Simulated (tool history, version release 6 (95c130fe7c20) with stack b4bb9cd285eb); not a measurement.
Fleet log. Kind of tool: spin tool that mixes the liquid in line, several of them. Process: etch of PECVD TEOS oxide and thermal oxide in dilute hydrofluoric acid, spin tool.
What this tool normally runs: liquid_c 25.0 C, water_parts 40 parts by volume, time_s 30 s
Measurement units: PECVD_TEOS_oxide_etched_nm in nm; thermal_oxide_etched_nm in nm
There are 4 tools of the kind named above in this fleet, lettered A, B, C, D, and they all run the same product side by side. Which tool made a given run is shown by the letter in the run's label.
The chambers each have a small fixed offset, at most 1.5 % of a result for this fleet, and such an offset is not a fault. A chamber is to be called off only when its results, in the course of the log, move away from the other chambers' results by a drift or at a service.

run,hour,liquid_c,water_parts,time_s,hours since the thermometer was replaced,hours since the hydrofluoric acid flow meter was replaced,"read-back film thickness of the PECVD TEOS oxide reference wafer, read on the same gauge (nm)","read-back film thickness of the thermal oxide reference wafer, read on the same gauge (nm)",PECVD_TEOS_oxide_etched_nm,thermal_oxide_etched_nm
# hour 7.0: chamber D: hydrofluoric acid flow meter replaced
1D,8.5,25.0,40,30,1060.2,1.6,89.991,100.010,19.499,3.9903
2B,14.7,25.0,40,30,2344.7,1126.4,89.997,100.010,19.577,4.0119
3A,19.5,25.0,40,30,341.5,1092.7,89.993,99.993,19.782,4.0024
4C,25.1,25.0,40,30,2592.5,377.9,89.993,99.971,19.229,4.0529
5D,29.6,25.0,40,30,1081.3,22.7,90.008,99.982,19.682,3.9328
6B,36.2,25.0,40,30,2366.2,1147.9,90.000,100.000,19.514,3.9413
7C,42.3,25.0,40,30,2609.7,395.1,89.990,100.010,19.459,4.0086
8A,51.1,25.0,40,30,373.1,1124.3,90.002,99.985,19.548,4.0032
9A,60.1,25.0,40,30,382.1,1133.3,89.969,99.992,19.816,3.9580
10C,68.6,25.0,40,30,2636.0,421.4,90.021,100.010,19.579,4.0094
11D,75.0,25.0,40,30,1126.7,68.1,89.988,99.994,19.686,4.0103
12B,80.3,25.0,40,30,2410.3,1192.0,90.007,100.010,19.647,3.9876
13B,87.7,25.0,40,30,2417.7,1199.4,90.010,100.010,19.408,3.9531
14A,93.4,25.0,40,30,415.4,1166.6,90.000,99.984,19.664,3.9654
15C,100.4,25.0,40,30,2667.8,453.2,89.999,99.999,19.379,3.9950
16D,107.1,25.0,40,30,1158.8,100.2,90.012,99.998,19.587,4.0049
17D,114.7,25.0,25,15,1166.4,107.8,90.004,99.995,15.903,3.2341
18B,120.8,25.0,25,15,2450.8,1232.5,89.996,99.988,15.948,3.2180
19A,125.2,25.0,25,15,447.2,1198.4,90.013,100.020,15.988,3.2467
20C,132.3,25.0,25,15,2699.7,485.1,89.997,99.993,15.718,3.3012
21D,138.3,22.5,40,30,1190.0,131.4,89.991,100.010,17.780,3.6136
22A,143.8,22.5,40,30,465.8,1217.0,90.005,100.010,17.748,3.5699
23C,147.8,22.5,40,30,2715.2,500.6,89.977,99.983,17.450,3.6254
24B,152.6,22.5,40,30,2482.6,1264.3,90.000,99.984,17.589,3.6578
25C,161.0,25.0,40,30,2728.4,513.8,89.997,99.995,19.409,3.9764

Each of the 4 chambers runs these same settings next. Fill in every chamber's results:
26A,167.5,25.0,40,30,,,,,?,?
26B,167.5,25.0,40,30,,,,,?,?
26C,167.5,25.0,40,30,,,,,?,?
26D,167.5,25.0,40,30,,,,,?,?

run,PECVD_TEOS_oxide_etched_nm,thermal_oxide_etched_nm
26A,19.816,3.9662
26B,19.484,4.0351
26C,19.376,4.0025
26D,19.870,3.9789

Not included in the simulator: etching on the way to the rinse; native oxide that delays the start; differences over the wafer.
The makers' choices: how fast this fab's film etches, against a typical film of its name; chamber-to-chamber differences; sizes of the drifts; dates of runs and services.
